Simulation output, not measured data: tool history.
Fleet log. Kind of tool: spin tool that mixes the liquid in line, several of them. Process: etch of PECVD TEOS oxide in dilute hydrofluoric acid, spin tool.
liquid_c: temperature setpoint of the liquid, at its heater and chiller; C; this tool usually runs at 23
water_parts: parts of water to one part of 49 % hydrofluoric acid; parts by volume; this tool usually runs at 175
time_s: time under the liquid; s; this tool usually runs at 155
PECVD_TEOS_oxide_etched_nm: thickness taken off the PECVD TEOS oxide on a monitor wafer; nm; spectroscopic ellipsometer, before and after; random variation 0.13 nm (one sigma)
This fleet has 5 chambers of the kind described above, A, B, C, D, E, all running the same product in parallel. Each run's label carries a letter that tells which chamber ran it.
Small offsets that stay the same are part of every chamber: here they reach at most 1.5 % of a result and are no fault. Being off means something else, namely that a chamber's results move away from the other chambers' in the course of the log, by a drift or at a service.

| run | hour | liquid_c | water_parts | time_s | hours since the thermometer was replaced | hours since the hydrofluoric acid flow meter was replaced | read-back film thickness of the PECVD TEOS oxide reference wafer, read on the same gauge (nm) | PECVD_TEOS_oxide_etched_nm |
|---|---|---|---|---|---|---|---|---|
|  | 6.6 | chamber D: thermometer replaced |
| 1D | 13.0 | 23 | 175 | 155 | 6.5 | 1141.5 | 150.00 | 13.7900 |
|  | 16.7 | chamber A: thermometer replaced |
| 2E | 28.3 | 23 | 175 | 155 | 49.8 | 1598.3 | 150.00 | 13.9590 |
| 3C | 40.0 | 23 | 175 | 155 | 324.4 | 790.7 | 149.99 | 13.7120 |
| 4A | 51.9 | 23 | 175 | 155 | 35.2 | 797.6 | 150.01 | 13.6420 |
| 5B | 64.4 | 23 | 175 | 155 | 754.2 | 926.9 | 150.00 | 13.8030 |
| 6D | 80.1 | 23 | 175 | 155 | 73.6 | 1208.6 | 150.03 | 13.9580 |
| 7E | 87.6 | 23 | 175 | 155 | 109.1 | 1657.6 | 150.00 | 13.6900 |
| 8A | 95.2 | 23 | 175 | 155 | 78.5 | 840.9 | 149.99 | 13.5570 |
| 9B | 102.8 | 23 | 205 | 155 | 792.6 | 965.3 | 150.03 | 11.5630 |
| 10C | 117.2 | 23 | 205 | 155 | 401.6 | 867.9 | 149.98 | 11.3250 |
|  | 124.6 | chamber B: hydrofluoric acid flow meter replaced |
| 11C | 128.4 | 23 | 205 | 155 | 412.8 | 879.1 | 149.98 | 11.1510 |
| 12A | 143.6 | 23 | 205 | 155 | 126.9 | 889.3 | 149.96 | 11.5080 |
| 13E | 154.4 | 23 | 205 | 155 | 175.9 | 1724.4 | 150.01 | 11.3310 |
| 14B | 161.9 | 23 | 175 | 155 | 851.7 | 37.4 | 149.99 | 13.7100 |
| 15D | 171.0 | 23 | 240 | 155 | 164.5 | 1299.5 | 150.03 | 9.4396 |
| 16B | 182.5 | 23 | 240 | 155 | 872.3 | 58.0 | 150.00 | 9.6019 |
| 17A | 197.3 | 23 | 240 | 155 | 180.6 | 943.0 | 150.03 | 9.3238 |
| 18E | 207.0 | 23 | 240 | 155 | 228.5 | 1777.0 | 149.99 | 9.3647 |
| 19D | 217.0 | 23 | 240 | 155 | 210.5 | 1345.5 | 150.00 | 9.4428 |
| 20C | 228.8 | 23 | 175 | 155 | 513.2 | 979.5 | 150.01 | 13.3700 |
| 21B | 239.6 | 23 | 175 | 240 | 929.4 | 115.1 | 149.98 | 21.5540 |
| 22D | 252.9 | 23 | 175 | 240 | 246.4 | 1381.4 | 150.01 | 21.3360 |
| 23C | 261.0 | 23 | 175 | 240 | 545.4 | 1011.7 | 150.02 | 20.7750 |
| 24E | 276.1 | 23 | 175 | 240 | 297.6 | 1846.1 | 150.02 | 21.5160 |
| 25A | 287.2 | 23 | 175 | 240 | 270.5 | 1032.9 | 150.01 | 21.3300 |
| 26B | 298.1 | 23 | 175 | 155 | 987.9 | 173.6 | 149.99 | 13.8850 |
| 27E | 311.8 | 23 | 175 | 235 | 333.3 | 1881.8 | 149.97 | 20.8130 |
| 28A | 322.9 | 23 | 175 | 235 | 306.2 | 1068.6 | 149.99 | 20.4620 |
| 29D | 336.2 | 23 | 175 | 235 | 329.7 | 1464.7 | 150.00 | 21.3390 |
| 30C | 348.7 | 23 | 175 | 235 | 633.1 | 1099.4 | 149.99 | 19.7040 |
| 31A | 361.3 | 23 | 175 | 235 | 344.6 | 1107.0 | 150.00 | 20.6000 |
| 32B | 376.3 | 23 | 175 | 155 | 1066.1 | 251.8 | 149.96 | 13.7140 |
| 33D | 386.5 | 23 | 175 | 210 | 380.0 | 1515.0 | 149.95 | 18.7380 |
| 34C | 395.1 | 23 | 175 | 210 | 679.5 | 1145.8 | 149.97 | 17.3070 |
| 35E | 406.9 | 23 | 175 | 210 | 428.4 | 1976.9 | 150.01 | 18.4530 |
| 36B | 422.9 | 23 | 175 | 210 | 1112.7 | 298.4 | 149.96 | 18.6990 |
| 37A | 432.1 | 23 | 175 | 210 | 415.4 | 1177.8 | 150.01 | 18.6440 |
| 38C | 448.6 | 23 | 175 | 155 | 733.0 | 1199.3 | 150.00 | 12.5680 |
| 39E | 458.1 | 23 | 175 | 155 | 479.6 | 2028.1 | 150.00 | 14.0690 |
| 40D | 465.3 | 23 | 175 | 210 | 458.8 | 1593.8 | 150.03 | 18.9750 |
| 41D | 474.8 | 23 | 175 | 210 | 468.3 | 1603.3 | 149.98 | 18.9190 |
| 42C | 485.9 | 23 | 175 | 210 | 770.3 | 1236.6 | 149.99 | 16.6660 |

What goes on in this fleet: one chamber off, a drifting gauge, or nothing beyond the chambers' own small offsets? Name the chamber and the cause, if any.

One chamber, C, drifts off from the rest bit by bit.
Likeliest cause: hydrofluoric acid flow below the setpoint (%) = 9.55.
The log might look much the same if the cause were instead: liquid colder than its thermometer reads (K).

Here are 4 candidates for chamber C's next run, each the usual settings with a change, their results left as question marks. Which one brings its results back in line with what the others give on the usual settings?
In line means no further than this from the other chambers' mean on the usual settings: PECVD_TEOS_oxide_etched_nm 0.4600 nm
| 43C-1 | 497.7 | 23.5 | 160 | 175 |  |  |  | ? |
| 43C-2 | 497.7 | 23.0 | 165 | 165 |  |  |  | ? |
| 43C-3 | 497.7 | 23.0 | 195 | 155 |  |  |  | ? |
| 43C-4 | 497.7 | 23.0 | 190 | 135 |  |  |  | ? |

Other chambers, usual settings, mean: PECVD_TEOS_oxide_etched_nm 13.8250 nm
| run | PECVD_TEOS_oxide_etched_nm |
|---|---|
| 43C-1 | 15.6090 |
| 43C-2 | 13.9120 |
| 43C-3 | 10.6460 |
| 43C-4 | 9.5754 |
43C-2 puts the chamber back in line with the other chambers.
